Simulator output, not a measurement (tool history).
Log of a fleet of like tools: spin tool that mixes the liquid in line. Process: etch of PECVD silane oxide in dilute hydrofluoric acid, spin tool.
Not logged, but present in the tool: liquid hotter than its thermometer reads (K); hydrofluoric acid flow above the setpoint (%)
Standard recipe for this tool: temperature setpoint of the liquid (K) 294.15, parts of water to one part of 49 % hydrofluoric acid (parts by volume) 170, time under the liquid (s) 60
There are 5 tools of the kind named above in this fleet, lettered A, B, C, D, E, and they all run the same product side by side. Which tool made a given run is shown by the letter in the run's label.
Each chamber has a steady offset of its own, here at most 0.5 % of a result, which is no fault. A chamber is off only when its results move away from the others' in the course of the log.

run	day	temperature setpoint of the liquid (K)	parts of water to one part of 49 % hydrofluoric acid (parts by volume)	time under the liquid (s)	hours since the thermometer was replaced	hours since the hydrofluoric acid flow meter was replaced	read-back film thickness of the PECVD silane oxide reference wafer, read on the same gauge (nm)	thickness taken off the PECVD silane oxide on a monitor wafer (angstrom)
# day 0.012: chamber A: hydrofluoric acid flow meter replaced
1D	0.45	294.15	170	60	68.7	794.6	150.01	143.6
2A	0.904	294.15	170	60	397.6	21.5	149.96	144.59
3B	1.425	294.15	170	60	364.2	1664.1	150.04	144.22
4C	1.717	294.15	170	60	818.4	1448.2	150.02	145.3
5E	2.008	294.15	170	60	349.7	590.2	149.99	143.18
6A	2.442	294.15	170	60	434.5	58.4	149.99	143.23
7C	2.846	294.15	170	60	845.5	1475.3	149.96	144.9
8D	3.229	294.15	170	60	135.4	861.3	150.01	144.62
9E	3.625	294.15	170	60	388.5	629	150.01	144.92
10B	3.862	294.15	130	90	422.7	1722.6	149.99	297.56
11C	4.296	294.15	130	90	880.3	1510.1	149.99	296.04
12D	4.762	294.15	130	90	172.2	898.1	150.03	296.77
13B	5.129	294.15	130	90	453.1	1753	150.03	298.08
14A	5.421	294.15	130	90	506	129.9	150	298.89
15E	5.754	294.15	170	60	439.6	680.1	150.03	144.9
16D	6.121	294.15	170	60	204.8	930.7	149.99	144.61
17B	6.412	294.15	170	60	483.9	1783.8	149.99	147.3
18E	6.696	294.15	170	60	462.2	702.7	150	144.09
19C	7.162	294.15	170	60	949.1	1578.9	150.03	145.17
20A	7.575	294.15	170	60	557.7	181.6	149.95	144.65
21B	7.875	294.15	170	60	519	1818.9	150	147.76
22E	8.129	294.15	170	60	496.6	737.1	149.98	144.02
23A	8.467	294.15	170	60	579.1	203	149.97	143.86
24C	8.875	294.15	170	60	990.2	1620	150.02	145.37
25D	9.192	294.15	170	60	278.5	1004.4	150.03	145.07
26E	9.708	294.15	170	60	534.5	775	150.02	144.16
27A	10.067	294.15	170	60	617.5	241.4	150.02	146.34
28D	10.467	294.15	170	60	309.1	1035	149.98	144.13
29B	10.95	294.15	170	60	592.8	1892.7	149.96	150.05
30C	11.296	292.65	170	60	1048.3	1678.1	149.99	137.61
31B	11.775	292.65	170	60	612.6	1912.5	149.99	144.2

Each of the 5 chambers runs these same settings next. Fill in every chamber's results:
32A	12.15	294.15	215	60				?
32B	12.15	294.15	215	60				?
32C	12.15	294.15	215	60				?
32D	12.15	294.15	215	60				?
32E	12.15	294.15	215	60				?

run	thickness taken off the PECVD silane oxide on a monitor wafer (angstrom)
32A	108.95
32B	115.02
32C	110.09
32D	109.35
32E	108.81
